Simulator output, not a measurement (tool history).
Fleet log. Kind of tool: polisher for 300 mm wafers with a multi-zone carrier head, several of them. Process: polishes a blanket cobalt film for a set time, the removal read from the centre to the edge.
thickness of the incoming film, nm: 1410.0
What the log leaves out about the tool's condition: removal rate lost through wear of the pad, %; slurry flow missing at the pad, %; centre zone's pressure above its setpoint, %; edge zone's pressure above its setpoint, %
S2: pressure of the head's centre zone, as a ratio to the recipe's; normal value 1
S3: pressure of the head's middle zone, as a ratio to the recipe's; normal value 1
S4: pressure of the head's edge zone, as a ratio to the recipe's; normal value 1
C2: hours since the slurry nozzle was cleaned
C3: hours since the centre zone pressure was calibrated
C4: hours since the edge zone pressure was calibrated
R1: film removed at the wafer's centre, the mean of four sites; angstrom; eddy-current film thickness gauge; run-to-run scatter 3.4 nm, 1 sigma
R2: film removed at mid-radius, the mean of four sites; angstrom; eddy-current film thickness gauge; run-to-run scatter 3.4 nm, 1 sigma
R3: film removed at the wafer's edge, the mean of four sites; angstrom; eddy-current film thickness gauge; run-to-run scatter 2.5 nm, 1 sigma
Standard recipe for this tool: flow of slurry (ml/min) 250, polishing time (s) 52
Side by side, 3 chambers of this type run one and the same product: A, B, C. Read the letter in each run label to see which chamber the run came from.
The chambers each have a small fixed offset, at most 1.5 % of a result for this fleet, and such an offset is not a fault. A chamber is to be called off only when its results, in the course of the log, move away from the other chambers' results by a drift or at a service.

run 1C day=0.496 | flow_of_slurry_(ml/min)=250 S2=1 S3=1 S4=1 polishing_time_(s)=52 | wafers_polished_on_this_pad=222 C2=131.4 C3=546.1 C4=531.2 | R1=2651.9 R2=2641.5 R3=2611.6
run 2B day=1.079 | flow_of_slurry_(ml/min)=250 S2=1 S3=1 S4=1 polishing_time_(s)=52 | wafers_polished_on_this_pad=695 C2=437.2 C3=793.7 C4=40.2 | R1=2570.8 R2=2637.4 R3=2654.3
run 3A day=1.542 | flow_of_slurry_(ml/min)=250 S2=1 S3=1 S4=1 polishing_time_(s)=52 | wafers_polished_on_this_pad=1172 C2=315.1 C3=393.4 C4=237.8 | R1=2626.6 R2=2594 R3=2648.5
run 4B day=1.975 | flow_of_slurry_(ml/min)=250 S2=1 S3=1 S4=1 polishing_time_(s)=52 | wafers_polished_on_this_pad=972 C2=458.7 C3=815.2 C4=61.7 | R1=2584.3 R2=2579.3 R3=2638.1
-- day=2.383 chamber A: worn pad replaced by a new one
run 5A day=2.471 | flow_of_slurry_(ml/min)=250 S2=1 S3=1 S4=1 polishing_time_(s)=52 | wafers_polished_on_this_pad=27 C2=337.4 C3=415.7 C4=260.1 | R1=2652.4 R2=2633.4 R3=2656.7
run 6C day=2.829 | flow_of_slurry_(ml/min)=250 S2=1 S3=1 S4=1 polishing_time_(s)=52 | wafers_polished_on_this_pad=945 C2=187.4 C3=602.1 C4=587.2 | R1=2609.2 R2=2546.4 R3=2601.4
run 7B day=3.158 | flow_of_slurry_(ml/min)=250 S2=1 S3=1 S4=1 polishing_time_(s)=52 | wafers_polished_on_this_pad=1339 C2=487.1 C3=843.6 C4=90.1 | R1=2639.1 R2=2648.1 R3=2641.2
-- day=3.433 chamber C: worn pad replaced by a new one
run 8C day=3.662 | flow_of_slurry_(ml/min)=250 S2=1 S3=1 S4=1 polishing_time_(s)=52 | wafers_polished_on_this_pad=71 C2=207.4 C3=622.1 C4=607.2 | R1=2581.7 R2=2677.9 R3=2578.7
run 9A day=4.088 | flow_of_slurry_(ml/min)=250 S2=1 S3=1 S4=1 polishing_time_(s)=52 | wafers_polished_on_this_pad=528 C2=376.2 C3=454.5 C4=298.9 | R1=2635.7 R2=2595.2 R3=2606.2
run 10A day=4.421 | flow_of_slurry_(ml/min)=250 S2=1 S3=1 S4=1 polishing_time_(s)=52 | wafers_polished_on_this_pad=631 C2=384.2 C3=462.5 C4=306.9 | R1=2596.8 R2=2620.9 R3=2655.9
run 11C day=4.808 | flow_of_slurry_(ml/min)=250 S2=1 S3=1 S4=1 polishing_time_(s)=52 | wafers_polished_on_this_pad=426 C2=234.9 C3=649.6 C4=634.7 | R1=2608.9 R2=2625.7 R3=2592.6
run 12B day=5.304 | flow_of_slurry_(ml/min)=250 S2=1 S3=1 S4=1 polishing_time_(s)=52 | wafers_polished_on_this_pad=2004 C2=538.6 C3=895.1 C4=141.6 | R1=2558.9 R2=2623.7 R3=2687.9
run 13B day=5.696 | flow_of_slurry_(ml/min)=250 S2=1 S3=1 S4=1 polishing_time_(s)=52 | wafers_polished_on_this_pad=2125 C2=548 C3=904.5 C4=151 | R1=2650.2 R2=2619 R3=2656.4
run 14C day=6.092 | flow_of_slurry_(ml/min)=250 S2=1 S3=1 S4=1 polishing_time_(s)=52 | wafers_polished_on_this_pad=823 C2=265.7 C3=680.4 C4=665.5 | R1=2622.3 R2=2629.8 R3=2587.2
-- day=6.329 chamber A: worn pad replaced by a new one
run 15A day=6.525 | flow_of_slurry_(ml/min)=250 S2=1 S3=1 S4=1 polishing_time_(s)=52 | wafers_polished_on_this_pad=60 C2=434.7 C3=513 C4=357.4 | R1=2563.3 R2=2606.5 R3=2661.8
run 16A day=7 | flow_of_slurry_(ml/min)=250 S2=1 S3=1 S4=1 polishing_time_(s)=52 | wafers_polished_on_this_pad=207 C2=446.1 C3=524.4 C4=368.8 | R1=2604 R2=2646.9 R3=2636.8
-- day=7.233 chamber C: worn pad replaced by a new one
run 17B day=7.429 | flow_of_slurry_(ml/min)=250 S2=1 S3=1 S4=1 polishing_time_(s)=52 | wafers_polished_on_this_pad=2662 C2=589.6 C3=946.1 C4=192.6 | R1=2556.3 R2=2593.2 R3=2615.1
run 18C day=7.808 | flow_of_slurry_(ml/min)=250 S2=1 S3=1 S4=1 polishing_time_(s)=52 | wafers_polished_on_this_pad=178 C2=306.9 C3=721.6 C4=706.7 | R1=2635.6 R2=2592.6 R3=2576.4
run 19B day=8.238 | flow_of_slurry_(ml/min)=250 S2=1 S3=1 S4=1 polishing_time_(s)=52 | wafers_polished_on_this_pad=2912 C2=609 C3=965.5 C4=212 | R1=2585 R2=2580.6 R3=2518.5
-- day=8.479 chamber C: slurry nozzle cleaned
run 20A day=8.558 | flow_of_slurry_(ml/min)=250 S2=1 S3=1 S4=0.95 polishing_time_(s)=52 | wafers_polished_on_this_pad=690 C2=483.5 C3=561.8 C4=406.2 | R1=2589 R2=2665.2 R3=2577.8
-- day=8.662 chamber B: slurry nozzle cleaned
run 21C day=8.9 | flow_of_slurry_(ml/min)=250 S2=1 S3=1 S4=0.95 polishing_time_(s)=52 | wafers_polished_on_this_pad=517 C2=10.2 C3=747.8 C4=732.9 | R1=2690.8 R2=2610.7 R3=2533.6
run 22A day=9.442 | flow_of_slurry_(ml/min)=250 S2=1 S3=1 S4=0.95 polishing_time_(s)=52 | wafers_polished_on_this_pad=964 C2=504.7 C3=583 C4=427.4 | R1=2648.3 R2=2595.2 R3=2548.6
run 23C day=9.938 | flow_of_slurry_(ml/min)=250 S2=1 S3=1 S4=1 polishing_time_(s)=52 | wafers_polished_on_this_pad=838 C2=35.1 C3=772.7 C4=757.8 | R1=2578.2 R2=2635.7 R3=2581.3
-- day=10.529 chamber C: worn pad replaced by a new one
run 24B day=10.617 | flow_of_slurry_(ml/min)=250 S2=1 S3=1 S4=1 polishing_time_(s)=52 | wafers_polished_on_this_pad=3649 C2=47 C3=1022.6 C4=269.1 | R1=2504.8 R2=2473 R3=2528.9
-- day=10.667 chamber A: worn pad replaced by a new one
run 25A day=10.938 | flow_of_slurry_(ml/min)=250 S2=1 S3=1 S4=1 polishing_time_(s)=52 | wafers_polished_on_this_pad=84 C2=540.6 C3=618.9 C4=463.3 | R1=2624.9 R2=2595.7 R3=2643
run 26C day=11.608 | flow_of_slurry_(ml/min)=185 S2=1 S3=1 S4=1 polishing_time_(s)=52 | wafers_polished_on_this_pad=335 C2=75.2 C3=812.8 C4=797.9 | R1=2487.5 R2=2539.9 R3=2531.4
run 27B day=11.908 | flow_of_slurry_(ml/min)=185 S2=1 S3=1 S4=1 polishing_time_(s)=52 | wafers_polished_on_this_pad=4050 C2=78 C3=1053.6 C4=300.1 | R1=2385.9 R2=2434.9 R3=2394.3
run 28C day=12.533 | flow_of_slurry_(ml/min)=185 S2=1 S3=1 S4=1 polishing_time_(s)=52 | wafers_polished_on_this_pad=621 C2=97.4 C3=835 C4=820.1 | R1=2549.8 R2=2521.4 R3=2544.9
run 29B day=13.067 | flow_of_slurry_(ml/min)=250 S2=1 S3=1 S4=1 polishing_time_(s)=52 | wafers_polished_on_this_pad=4408 C2=105.8 C3=1081.4 C4=327.9 | R1=2403.8 R2=2451.3 R3=2470.1

Is one chamber out of step, is the gauge drifting, or do the chambers differ by no more than their own small offsets? For an off chamber, give its letter and the likeliest cause.

Chamber B drifts away from the others.
Most likely cause: removal rate lost through wear of the pad, % = 7.88.

Which of the 4 candidates below, each the usual settings with something changed and its results left as question marks, puts chamber B back in line with what the other chambers give on the usual settings?
In line here means within this much of the mean the other chambers give on the usual settings: R1 120 angstrom; R2 120 angstrom; R3 88 angstrom
run 30B-1 day=13.55 | flow_of_slurry_(ml/min)=245 S2=0.99 S3=1 S4=1 polishing_time_(s)=48 | R1=? R2=? R3=?
run 30B-2 day=13.55 | flow_of_slurry_(ml/min)=245 S2=0.99 S3=0.99 S4=1 polishing_time_(s)=46 | R1=? R2=? R3=?
run 30B-3 day=13.55 | flow_of_slurry_(ml/min)=255 S2=1.02 S3=1.01 S4=1 polishing_time_(s)=59 | R1=? R2=? R3=?
run 30B-4 day=13.55 | flow_of_slurry_(ml/min)=255 S2=1.01 S3=1 S4=1 polishing_time_(s)=56 | R1=? R2=? R3=?

On the usual settings, the other chambers give on average: R1 2617.9 angstrom; R2 2619.9 angstrom; R3 2621.9 angstrom
run=30B-1 R1=2198.7 R2=2234.9 R3=2240.9
run=30B-2 R1=2106.9 R2=2122.1 R3=2147.9
run=30B-3 R1=2808.1 R2=2784.6 R3=2763.7
run=30B-4 R1=2636.2 R2=2619.1 R3=2623.6
The right change is 30B-4: it brings the chamber back within the allowed miss of the others.
